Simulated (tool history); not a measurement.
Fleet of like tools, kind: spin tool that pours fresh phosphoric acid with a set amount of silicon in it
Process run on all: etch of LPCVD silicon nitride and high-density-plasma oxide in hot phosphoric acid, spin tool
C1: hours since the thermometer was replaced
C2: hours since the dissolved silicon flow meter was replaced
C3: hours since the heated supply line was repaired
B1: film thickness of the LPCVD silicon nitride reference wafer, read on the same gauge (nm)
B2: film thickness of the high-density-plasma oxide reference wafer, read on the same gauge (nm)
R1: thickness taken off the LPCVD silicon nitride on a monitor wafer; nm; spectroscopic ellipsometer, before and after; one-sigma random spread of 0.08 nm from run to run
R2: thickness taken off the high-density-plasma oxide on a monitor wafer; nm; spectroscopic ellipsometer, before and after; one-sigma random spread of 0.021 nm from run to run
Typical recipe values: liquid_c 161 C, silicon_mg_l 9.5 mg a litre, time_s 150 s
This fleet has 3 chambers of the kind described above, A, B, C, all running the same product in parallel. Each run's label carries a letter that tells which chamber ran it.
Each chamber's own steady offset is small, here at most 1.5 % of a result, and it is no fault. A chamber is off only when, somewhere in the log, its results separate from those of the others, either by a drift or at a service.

{"run": "1A", "hour": 5.9, "liquid_c": 161, "silicon_mg_l": 9.5, "time_s": 150, "C1": 135.1, "C2": 296.4, "C3": 2563.1, "B1": 59.98, "B2": 39.97, "R1": 13.335, "R2": 0.80034}
{"run": "2C", "hour": 14.1, "liquid_c": 161, "silicon_mg_l": 9.5, "time_s": 150, "C1": 783.7, "C2": 390.8, "C3": 182.5, "B1": 60.02, "B2": 39.99, "R1": 13.145, "R2": 0.8031}
{"run": "3B", "hour": 21.9, "liquid_c": 161, "silicon_mg_l": 9.5, "time_s": 150, "C1": 230, "C2": 603.8, "C3": 2356.4, "B1": 59.981, "B2": 40.011, "R1": 13.088, "R2": 0.79419}
{"run": "4B", "hour": 29.4, "liquid_c": 161, "silicon_mg_l": 9.5, "time_s": 150, "C1": 237.5, "C2": 611.3, "C3": 2363.9, "B1": 59.992, "B2": 39.98, "R1": 13.115, "R2": 0.76646}
{"run": "5A", "hour": 36.2, "liquid_c": 161, "silicon_mg_l": 9.5, "time_s": 150, "C1": 165.4, "C2": 326.7, "C3": 2593.4, "B1": 60, "B2": 40.01, "R1": 13.066, "R2": 0.84335}
{"run": "6C", "hour": 44.2, "liquid_c": 161, "silicon_mg_l": 9.5, "time_s": 150, "C1": 813.8, "C2": 420.9, "C3": 212.6, "B1": 60.01, "B2": 40.005, "R1": 13.146, "R2": 0.80268}
{"run": "7A", "hour": 51.2, "liquid_c": 161, "silicon_mg_l": 9.5, "time_s": 150, "C1": 180.4, "C2": 341.7, "C3": 2608.4, "B1": 59.996, "B2": 40.005, "R1": 13.038, "R2": 0.77629}
{"run": "8C", "hour": 59.1, "liquid_c": 161, "silicon_mg_l": 9.5, "time_s": 150, "C1": 828.7, "C2": 435.8, "C3": 227.5, "B1": 59.988, "B2": 40.028, "R1": 13.102, "R2": 0.83647}
{"run": "9B", "hour": 66.7, "liquid_c": 161, "silicon_mg_l": 9.5, "time_s": 150, "C1": 274.8, "C2": 648.6, "C3": 2401.2, "B1": 60.029, "B2": 40.02, "R1": 13.05, "R2": 0.78168}
{"run": "10B", "hour": 73.6, "liquid_c": 161, "silicon_mg_l": 5.5, "time_s": 150, "C1": 281.7, "C2": 655.5, "C3": 2408.1, "B1": 60.009, "B2": 39.991, "R1": 13.31, "R2": 0.84607}
{"run": "11A", "hour": 77.8, "liquid_c": 161, "silicon_mg_l": 5.5, "time_s": 150, "C1": 207, "C2": 368.3, "C3": 2635, "B1": 60.007, "B2": 40.016, "R1": 12.979, "R2": 0.8233}
{"run": "12C", "hour": 86.2, "liquid_c": 161, "silicon_mg_l": 5.5, "time_s": 150, "C1": 855.8, "C2": 462.9, "C3": 254.6, "B1": 60.006, "B2": 40.01, "R1": 13.095, "R2": 0.84902}
{"run": "13B", "hour": 92.4, "liquid_c": 161, "silicon_mg_l": 9.5, "time_s": 150, "C1": 300.5, "C2": 674.3, "C3": 2426.9, "B1": 59.997, "B2": 40, "R1": 13.081, "R2": 0.80013}
{"run": "14C", "hour": 96.4, "liquid_c": 161, "silicon_mg_l": 9.5, "time_s": 150, "C1": 866, "C2": 473.1, "C3": 264.8, "B1": 60.009, "B2": 39.999, "R1": 13.008, "R2": 0.81026}
{"run": "15A", "hour": 100.2, "liquid_c": 161, "silicon_mg_l": 9.5, "time_s": 150, "C1": 229.4, "C2": 390.7, "C3": 2657.4, "B1": 59.999, "B2": 40.015, "R1": 12.741, "R2": 0.73763}
{"run": "16A", "hour": 104.8, "liquid_c": 161, "silicon_mg_l": 9.5, "time_s": 150, "C1": 234, "C2": 395.3, "C3": 2662, "B1": 59.998, "B2": 40.004, "R1": 12.751, "R2": 0.74384}
{"run": "17B", "hour": 112.3, "liquid_c": 161, "silicon_mg_l": 9.5, "time_s": 150, "C1": 320.4, "C2": 694.2, "C3": 2446.8, "B1": 59.993, "B2": 40.018, "R1": 13.193, "R2": 0.82656}
{"run": "18C", "hour": 117.3, "liquid_c": 161, "silicon_mg_l": 9.5, "time_s": 150, "C1": 886.9, "C2": 494, "C3": 285.7, "B1": 59.993, "B2": 40.008, "R1": 13.069, "R2": 0.80495}
{"run": "19B", "hour": 122.4, "liquid_c": 161, "silicon_mg_l": 9.5, "time_s": 150, "C1": 330.5, "C2": 704.3, "C3": 2456.9, "B1": 60.004, "B2": 40.01, "R1": 13.195, "R2": 0.83038}
{"run": "20C", "hour": 126.1, "liquid_c": 161, "silicon_mg_l": 9.5, "time_s": 150, "C1": 895.7, "C2": 502.8, "C3": 294.5, "B1": 60.003, "B2": 40.019, "R1": 13.079, "R2": 0.82318}
{"run": "21A", "hour": 129.8, "liquid_c": 161, "silicon_mg_l": 9.5, "time_s": 150, "C1": 259, "C2": 420.3, "C3": 2687, "B1": 59.999, "B2": 39.999, "R1": 12.618, "R2": 0.71738}
{"run": "22A", "hour": 133.7, "liquid_c": 161, "silicon_mg_l": 9.5, "time_s": 150, "C1": 262.9, "C2": 424.2, "C3": 2690.9, "B1": 60.01, "B2": 40.006, "R1": 12.437, "R2": 0.67237}

Is one chamber off against the others, does the gauge drift, or is nothing wrong? If a chamber is off, say which, and what the likeliest cause is.

Chamber A drifts away from the others.
Most likely cause: liquid colder than its thermometer reads (K) = 1.85.
The log may not tell that from: temperature lost on the way to the wafer (K).

Chamber A could run next with any of the 4 candidate recipes listed below; each alters the usual settings, and their results appear as question marks. Which one brings its results back in line with what the other chambers deliver on the usual settings?
Maximum distance from the other chambers' mean on the usual settings for a result to count as in line: R1 0.28 nm; R2 0.074 nm
{"run": "23A-1", "hour": 139.7, "liquid_c": 162.5, "silicon_mg_l": 5, "time_s": 155, "R1": "?", "R2": "?"}
{"run": "23A-2", "hour": 139.7, "liquid_c": 160.5, "silicon_mg_l": 12, "time_s": 145, "R1": "?", "R2": "?"}
{"run": "23A-3", "hour": 139.7, "liquid_c": 159.5, "silicon_mg_l": 14, "time_s": 145, "R1": "?", "R2": "?"}
{"run": "23A-4", "hour": 139.7, "liquid_c": 161.5, "silicon_mg_l": 7, "time_s": 155, "R1": "?", "R2": "?"}

The other chambers' mean on the usual settings: R1 13.149 nm; R2 0.80915 nm
run=23A-1 R1=13.62 R2=0.89664
run=23A-2 R1=11.92 R2=0.62402
run=23A-3 R1=11.527 R2=0.55392
run=23A-4 R1=13.175 R2=0.80153
It is 23A-4 that realigns the chamber with its peers.

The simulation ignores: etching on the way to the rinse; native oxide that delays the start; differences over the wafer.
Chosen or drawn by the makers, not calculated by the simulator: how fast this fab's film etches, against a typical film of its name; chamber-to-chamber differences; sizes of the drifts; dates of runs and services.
